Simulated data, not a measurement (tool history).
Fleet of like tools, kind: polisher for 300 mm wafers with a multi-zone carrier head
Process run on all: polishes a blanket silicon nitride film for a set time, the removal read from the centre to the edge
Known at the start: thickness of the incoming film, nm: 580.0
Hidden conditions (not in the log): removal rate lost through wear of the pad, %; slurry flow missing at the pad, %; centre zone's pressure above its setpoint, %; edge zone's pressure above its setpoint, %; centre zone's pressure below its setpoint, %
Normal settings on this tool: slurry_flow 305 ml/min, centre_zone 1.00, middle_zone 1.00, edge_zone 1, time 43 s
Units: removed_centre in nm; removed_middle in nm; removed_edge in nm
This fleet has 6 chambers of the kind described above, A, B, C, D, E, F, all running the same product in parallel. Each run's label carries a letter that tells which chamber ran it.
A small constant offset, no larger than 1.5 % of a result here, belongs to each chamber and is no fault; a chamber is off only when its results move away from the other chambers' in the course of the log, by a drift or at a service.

| run | hour | slurry_flow | centre_zone | middle_zone | edge_zone | time | wafers polished on this pad | hours since the slurry nozzle was cleaned | hours since the centre zone pressure was calibrated | hours since the edge zone pressure was calibrated | removed_centre | removed_middle | removed_edge |
|---|---|---|---|---|---|---|---|---|---|---|---|---|---|
| 1B | 7.8 | 305 | 1.00 | 1.00 | 1 | 43 | 166 | 120.8 | 198.7 | 702.0 | 61.460 | 61.021 | 60.801 |
|  | 14.5 | chamber A: worn pad replaced by a new one |
| 2F | 16.1 | 305 | 1.00 | 1.00 | 1 | 43 | 1241 | 326.0 | 234.2 | 712.1 | 58.718 | 60.574 | 61.297 |
| 3E | 22.7 | 305 | 1.00 | 1.00 | 1 | 43 | 345 | 33.6 | 599.3 | 870.3 | 60.306 | 60.295 | 61.317 |
| 4A | 30.8 | 305 | 1.00 | 1.00 | 1 | 43 | 148 | 211.2 | 688.4 | 1084.6 | 61.341 | 62.000 | 62.496 |
|  | 35.8 | chamber D: worn pad replaced by a new one |
| 5D | 37.9 | 305 | 1.00 | 1.00 | 1 | 43 | 19 | 249.7 | 430.2 | 590.7 | 60.561 | 60.579 | 61.700 |
|  | 40.9 | chamber C: worn pad replaced by a new one |
| 6C | 44.7 | 305 | 1.00 | 1.00 | 1 | 43 | 34 | 649.3 | 396.4 | 545.3 | 59.845 | 61.297 | 61.343 |
|  | 50.7 | chamber F: edge zone pressure recalibrated |
|  | 50.8 | chamber F: worn pad replaced by a new one |
|  | 52.4 | chamber B: worn pad replaced by a new one |
| 7D | 54.2 | 305 | 1.00 | 1.00 | 1 | 43 | 167 | 266.0 | 446.5 | 607.0 | 60.037 | 61.422 | 60.954 |
| 8B | 63.8 | 305 | 1.00 | 1.00 | 1 | 43 | 104 | 176.8 | 254.7 | 758.0 | 61.016 | 61.297 | 59.549 |
|  | 66.5 | chamber E: worn pad replaced by a new one |
| 9F | 71.1 | 305 | 1.00 | 1.00 | 1 | 43 | 184 | 381.0 | 289.2 | 20.5 | 60.388 | 61.736 | 60.899 |
|  | 79.0 | chamber C: slurry nozzle cleaned |
| 10C | 79.7 | 250 | 1.00 | 1.00 | 1 | 32 | 352 | 0.8 | 431.4 | 580.3 | 43.275 | 43.340 | 43.946 |
|  | 86.9 | chamber B: slurry nozzle cleaned |
| 11E | 90.6 | 250 | 1.00 | 1.00 | 1 | 32 | 219 | 101.5 | 667.2 | 938.2 | 44.424 | 44.208 | 45.004 |
| 12A | 96.5 | 250 | 1.00 | 1.00 | 1 | 32 | 744 | 276.9 | 754.1 | 1150.3 | 42.900 | 43.676 | 45.383 |
| 13F | 106.4 | 250 | 1.00 | 1.00 | 1 | 32 | 505 | 416.3 | 324.5 | 55.8 | 44.276 | 44.472 | 45.360 |
| 14C | 115.0 | 250 | 1.00 | 1.00 | 1 | 32 | 672 | 36.1 | 466.7 | 615.6 | 43.613 | 44.316 | 43.933 |
|  | 118.2 | chamber B: worn pad replaced by a new one |
| 15B | 126.7 | 250 | 1.00 | 1.00 | 1 | 32 | 77 | 39.8 | 317.6 | 820.9 | 44.087 | 44.810 | 44.311 |
|  | 131.7 | chamber D: worn pad replaced by a new one |
| 16D | 132.5 | 305 | 1.00 | 1.00 | 1 | 43 | 7 | 344.3 | 524.8 | 685.3 | 59.275 | 58.556 | 61.520 |
| 17E | 143.4 | 305 | 1.00 | 1.00 | 1 | 43 | 698 | 154.3 | 720.0 | 991.0 | 61.641 | 60.154 | 61.014 |
|  | 144.7 | chamber C: worn pad replaced by a new one |
| 18A | 149.4 | 305 | 1.00 | 1.00 | 1 | 43 | 1224 | 329.8 | 807.0 | 1203.2 | 59.435 | 60.086 | 59.284 |
|  | 153.4 | chamber E: worn pad replaced by a new one |
| 19C | 157.4 | 305 | 1.00 | 1.00 | 1 | 43 | 115 | 78.5 | 509.1 | 658.0 | 60.125 | 61.058 | 60.034 |
|  | 167.9 | chamber A: worn pad replaced by a new one |
| 20B | 168.3 | 305 | 1.00 | 1.07 | 1 | 33 | 454 | 81.4 | 359.2 | 862.5 | 46.058 | 50.943 | 46.718 |
|  | 171.5 | chamber D: slurry nozzle cleaned |
| 21A | 176.3 | 305 | 1.00 | 1.07 | 1 | 33 | 76 | 356.7 | 833.9 | 1230.1 | 45.481 | 48.892 | 47.560 |
|  | 177.3 | chamber B: worn pad replaced by a new one |
| 22F | 182.4 | 305 | 1.00 | 1.07 | 1 | 33 | 1194 | 492.3 | 400.5 | 131.8 | 45.182 | 51.061 | 45.835 |
|  | 183.6 | chamber F: worn pad replaced by a new one |
| 23E | 189.5 | 305 | 1.00 | 1.07 | 1 | 33 | 327 | 200.4 | 766.1 | 1037.1 | 46.477 | 48.675 | 47.253 |
|  | 191.7 | chamber A: slurry nozzle cleaned |
| 24D | 195.3 | 305 | 1.00 | 1.07 | 1 | 33 | 577 | 23.9 | 587.6 | 748.1 | 46.573 | 49.605 | 46.385 |
| 25A | 207.9 | 305 | 1.00 | 1.07 | 1 | 33 | 363 | 16.3 | 865.5 | 1261.7 | 46.112 | 49.367 | 46.316 |
| 26B | 219.3 | 305 | 1.00 | 1.00 | 1 | 43 | 381 | 132.4 | 410.2 | 913.5 | 59.561 | 60.950 | 60.175 |
| 27C | 226.5 | 305 | 1.00 | 1.00 | 1 | 43 | 742 | 147.6 | 578.2 | 727.1 | 59.998 | 60.923 | 60.399 |
| 28D | 232.6 | 305 | 1.00 | 1.00 | 1 | 43 | 916 | 61.2 | 624.9 | 785.4 | 59.588 | 61.151 | 61.383 |
|  | 235.7 | chamber B: worn pad replaced by a new one |
|  | 242.8 | chamber E: worn pad replaced by a new one |
| 29E | 243.2 | 305 | 0.89 | 1.00 | 1 | 43 | 4 | 254.1 | 819.8 | 1090.8 | 52.754 | 60.247 | 62.079 |
|  | 245.0 | chamber D: worn pad replaced by a new one |
|  | 252.3 | chamber C: worn pad replaced by a new one |
| 30F | 253.0 | 305 | 0.89 | 1.00 | 1 | 43 | 630 | 562.9 | 471.1 | 202.4 | 50.730 | 61.901 | 59.972 |
| 31D | 265.4 | 305 | 0.89 | 1.00 | 1 | 43 | 185 | 94.0 | 657.7 | 818.2 | 53.369 | 59.843 | 59.957 |
| 32F | 276.1 | 305 | 0.89 | 1.00 | 1 | 43 | 839 | 586.0 | 494.2 | 225.5 | 49.499 | 60.183 | 59.894 |
| 33B | 285.3 | 305 | 0.89 | 1.00 | 1 | 43 | 450 | 198.4 | 476.2 | 979.5 | 53.077 | 60.018 | 59.992 |
| 34C | 297.4 | 305 | 0.89 | 1.00 | 1 | 43 | 409 | 218.5 | 649.1 | 798.0 | 52.340 | 60.271 | 60.766 |
| 35A | 303.2 | 305 | 1.00 | 1.00 | 1 | 43 | 1227 | 111.6 | 960.8 | 1357.0 | 60.225 | 59.913 | 60.745 |
| 36E | 311.6 | 305 | 1.00 | 1.00 | 1 | 43 | 625 | 322.5 | 888.2 | 1159.2 | 60.369 | 58.513 | 61.008 |
| 37E | 323.8 | 305 | 1.00 | 1.00 | 1 | 43 | 735 | 334.7 | 900.4 | 1171.4 | 61.352 | 61.320 | 60.015 |
| 38D | 329.9 | 305 | 1.00 | 1.00 | 1 | 43 | 770 | 158.5 | 722.2 | 882.7 | 60.120 | 60.543 | 60.917 |

Decide between three cases: one chamber stands off from its peers, the gauge reading all wafers drifts, or nothing is wrong past each chamber's small offset. Where a chamber is off, say which and what most likely put it there.

Little by little, chamber F moves away from the other chambers.
Cause: centre zone's pressure below its setpoint, % = 7.01.

Chamber F could run next with any of the 4 candidate recipes listed below; each alters the usual settings, and their results appear as question marks. Which one brings its results back in line with what the other chambers deliver on the usual settings?
Maximum distance from the other chambers' mean on the usual settings for a result to count as in line: removed_centre 2.400 nm; removed_middle 2.800 nm; removed_edge 2.800 nm
| 39F-1 | 339.1 | 310 | 1.06 | 0.99 | 0.98 | 43 |  |  |  |  | ? | ? | ? |
| 39F-2 | 339.1 | 315 | 1.12 | 0.97 | 0.96 | 44 |  |  |  |  | ? | ? | ? |
| 39F-3 | 339.1 | 300 | 0.94 | 1.01 | 1.02 | 43 |  |  |  |  | ? | ? | ? |
| 39F-4 | 339.1 | 295 | 0.88 | 1.03 | 1.04 | 42 |  |  |  |  | ? | ? | ? |

On the usual settings, the other chambers give on average: removed_centre 59.999 nm; removed_middle 60.369 nm; removed_edge 60.466 nm
| run | removed_centre | removed_middle | removed_edge |
|---|---|---|---|
| 39F-1 | 59.457 | 60.513 | 60.357 |
| 39F-2 | 64.770 | 60.832 | 61.192 |
| 39F-3 | 51.794 | 61.487 | 61.473 |
| 39F-4 | 46.865 | 61.079 | 60.573 |
The answer is 39F-1, which returns the chamber to within the allowed miss of the others.

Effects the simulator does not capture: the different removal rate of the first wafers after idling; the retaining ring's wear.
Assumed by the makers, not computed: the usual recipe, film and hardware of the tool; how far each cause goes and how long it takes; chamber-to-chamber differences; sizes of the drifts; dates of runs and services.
